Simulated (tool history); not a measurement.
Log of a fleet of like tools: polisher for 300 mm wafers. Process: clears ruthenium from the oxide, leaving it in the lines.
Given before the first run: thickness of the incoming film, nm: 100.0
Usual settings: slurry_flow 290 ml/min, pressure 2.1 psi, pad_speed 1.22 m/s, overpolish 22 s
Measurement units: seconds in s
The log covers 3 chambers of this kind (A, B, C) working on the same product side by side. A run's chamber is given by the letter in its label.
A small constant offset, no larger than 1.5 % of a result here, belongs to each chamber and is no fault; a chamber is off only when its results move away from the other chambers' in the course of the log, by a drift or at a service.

{"run": "1B", "hour": 5.3, "slurry_flow": 290, "pressure": 2.1, "pad_speed": 1.22, "overpolish": 22, "seconds": 63.979}
{"run": "2A", "hour": 8.7, "slurry_flow": 290, "pressure": 2.1, "pad_speed": 1.22, "overpolish": 22, "seconds": 64.124}
{"hour": 10.2, "done": "chamber B: worn pad replaced by a new one"}
{"run": "3C", "hour": 12.8, "slurry_flow": 290, "pressure": 2.1, "pad_speed": 1.22, "overpolish": 22, "seconds": 64.493}
{"run": "4B", "hour": 18.0, "slurry_flow": 290, "pressure": 2.1, "pad_speed": 1.22, "overpolish": 22, "seconds": 63.887}
{"run": "5C", "hour": 22.2, "slurry_flow": 290, "pressure": 2.1, "pad_speed": 1.22, "overpolish": 16, "seconds": 63.898}
{"run": "6A", "hour": 25.3, "slurry_flow": 290, "pressure": 2.1, "pad_speed": 1.22, "overpolish": 16, "seconds": 63.356}
{"run": "7A", "hour": 28.5, "slurry_flow": 290, "pressure": 2.1, "pad_speed": 1.22, "overpolish": 16, "seconds": 63.629}
{"run": "8C", "hour": 33.5, "slurry_flow": 290, "pressure": 2.1, "pad_speed": 1.22, "overpolish": 22, "seconds": 64.587}
{"hour": 35.5, "done": "chamber A: worn pad replaced by a new one"}
{"run": "9B", "hour": 37.5, "slurry_flow": 290, "pressure": 2.1, "pad_speed": 1.22, "overpolish": 22, "seconds": 63.071}
{"run": "10B", "hour": 40.7, "slurry_flow": 290, "pressure": 2.1, "pad_speed": 1.22, "overpolish": 22, "seconds": 63.983}
{"hour": 41.1, "done": "chamber B: slurry nozzle cleaned"}
{"run": "11A", "hour": 45.8, "slurry_flow": 290, "pressure": 2.1, "pad_speed": 1.22, "overpolish": 22, "seconds": 64.462}
{"run": "12C", "hour": 50.3, "slurry_flow": 290, "pressure": 2.1, "pad_speed": 1.22, "overpolish": 22, "seconds": 64.622}
{"run": "13A", "hour": 53.3, "slurry_flow": 290, "pressure": 2.1, "pad_speed": 1.22, "overpolish": 22, "seconds": 64.136}
{"run": "14C", "hour": 57.2, "slurry_flow": 290, "pressure": 2.1, "pad_speed": 1.22, "overpolish": 22, "seconds": 66.321}
{"run": "15B", "hour": 62.4, "slurry_flow": 290, "pressure": 2.1, "pad_speed": 1.22, "overpolish": 22, "seconds": 63.36}
{"run": "16C", "hour": 67.8, "slurry_flow": 290, "pressure": 2.1, "pad_speed": 1.22, "overpolish": 22, "seconds": 66.371}
{"run": "17A", "hour": 70.9, "slurry_flow": 290, "pressure": 2.1, "pad_speed": 1.22, "overpolish": 22, "seconds": 63.643}
{"run": "18B", "hour": 75.6, "slurry_flow": 360, "pressure": 2.1, "pad_speed": 0.88, "overpolish": 22, "seconds": 87.805}
{"run": "19A", "hour": 80.6, "slurry_flow": 360, "pressure": 2.1, "pad_speed": 0.88, "overpolish": 22, "seconds": 86.459}
{"run": "20C", "hour": 83.9, "slurry_flow": 360, "pressure": 2.1, "pad_speed": 0.88, "overpolish": 22, "seconds": 93.34}
{"run": "21B", "hour": 88.8, "slurry_flow": 290, "pressure": 2.1, "pad_speed": 1.22, "overpolish": 22, "seconds": 65.06}
{"run": "22A", "hour": 93.1, "slurry_flow": 290, "pressure": 2.6, "pad_speed": 1.22, "overpolish": 22, "seconds": 50.726}
{"run": "23B", "hour": 95.5, "slurry_flow": 290, "pressure": 2.6, "pad_speed": 1.22, "overpolish": 22, "seconds": 51.883}
{"hour": 98.0, "done": "chamber B: worn pad replaced by a new one"}
{"run": "24C", "hour": 98.9, "slurry_flow": 290, "pressure": 2.6, "pad_speed": 1.22, "overpolish": 22, "seconds": 54.095}
{"run": "25C", "hour": 102.9, "slurry_flow": 290, "pressure": 2.1, "pad_speed": 1.22, "overpolish": 22, "seconds": 67.085}
{"run": "26A", "hour": 106.3, "slurry_flow": 290, "pressure": 2.1, "pad_speed": 1.22, "overpolish": 22, "seconds": 63.54}
{"run": "27B", "hour": 111.6, "slurry_flow": 290, "pressure": 2.1, "pad_speed": 1.22, "overpolish": 22, "seconds": 64.745}
{"run": "28B", "hour": 116.4, "slurry_flow": 290, "pressure": 2.1, "pad_speed": 1.22, "overpolish": 22, "seconds": 64.156}
{"hour": 117.1, "done": "chamber C: slurry nozzle cleaned"}
{"run": "29A", "hour": 121.4, "slurry_flow": 290, "pressure": 1.5, "pad_speed": 1.22, "overpolish": 30, "seconds": 89.8}
{"run": "30C", "hour": 126.7, "slurry_flow": 290, "pressure": 1.5, "pad_speed": 1.22, "overpolish": 30, "seconds": 97.329}
{"run": "31B", "hour": 129.6, "slurry_flow": 290, "pressure": 1.5, "pad_speed": 1.22, "overpolish": 30, "seconds": 88.972}
{"hour": 129.8, "done": "chamber C: head pressure recalibrated"}
{"run": "32A", "hour": 134.3, "slurry_flow": 290, "pressure": 2.1, "pad_speed": 1.22, "overpolish": 22, "seconds": 63.551}
{"hour": 135.0, "done": "chamber A: worn pad replaced by a new one"}
{"run": "33C", "hour": 137.9, "slurry_flow": 290, "pressure": 2.1, "pad_speed": 1.22, "overpolish": 22, "seconds": 69.261}
{"run": "34B", "hour": 142.2, "slurry_flow": 290, "pressure": 2.1, "pad_speed": 1.48, "overpolish": 22, "seconds": 52.228}
{"run": "35C", "hour": 146.0, "slurry_flow": 290, "pressure": 2.1, "pad_speed": 1.48, "overpolish": 22, "seconds": 57.707}
{"run": "36A", "hour": 150.4, "slurry_flow": 290, "pressure": 2.1, "pad_speed": 1.48, "overpolish": 22, "seconds": 52.872}
{"run": "37A", "hour": 152.8, "slurry_flow": 290, "pressure": 2.1, "pad_speed": 1.22, "overpolish": 22, "seconds": 63.087}
{"run": "38C", "hour": 155.6, "slurry_flow": 290, "pressure": 1.4, "pad_speed": 1.44, "overpolish": 22, "seconds": 89.891}
{"run": "39B", "hour": 159.5, "slurry_flow": 290, "pressure": 1.4, "pad_speed": 1.44, "overpolish": 22, "seconds": 81.261}
{"run": "40C", "hour": 164.5, "slurry_flow": 290, "pressure": 1.4, "pad_speed": 1.44, "overpolish": 22, "seconds": 91.053}
{"hour": 167.0, "done": "chamber A: slurry nozzle cleaned"}
{"run": "41A", "hour": 168.5, "slurry_flow": 290, "pressure": 2.1, "pad_speed": 1.22, "overpolish": 22, "seconds": 63.716}
{"run": "42B", "hour": 172.2, "slurry_flow": 255, "pressure": 2.1, "pad_speed": 1.22, "overpolish": 22, "seconds": 63.734}
{"run": "43B", "hour": 174.7, "slurry_flow": 255, "pressure": 2.1, "pad_speed": 1.22, "overpolish": 22, "seconds": 64.009}
{"run": "44A", "hour": 177.2, "slurry_flow": 255, "pressure": 2.1, "pad_speed": 1.22, "overpolish": 22, "seconds": 65.067}

The same settings go to every chamber for the next run, one line per chamber below. Forecast the results for each:
{"run": "45A", "hour": 181.1, "slurry_flow": 380, "pressure": 2.1, "pad_speed": 1.22, "overpolish": 22, "seconds": "?"}
{"run": "45B", "hour": 181.1, "slurry_flow": 380, "pressure": 2.1, "pad_speed": 1.22, "overpolish": 22, "seconds": "?"}
{"run": "45C", "hour": 181.1, "slurry_flow": 380, "pressure": 2.1, "pad_speed": 1.22, "overpolish": 22, "seconds": "?"}

run=45A seconds=62.120
run=45B seconds=63.781
run=45C seconds=69.214
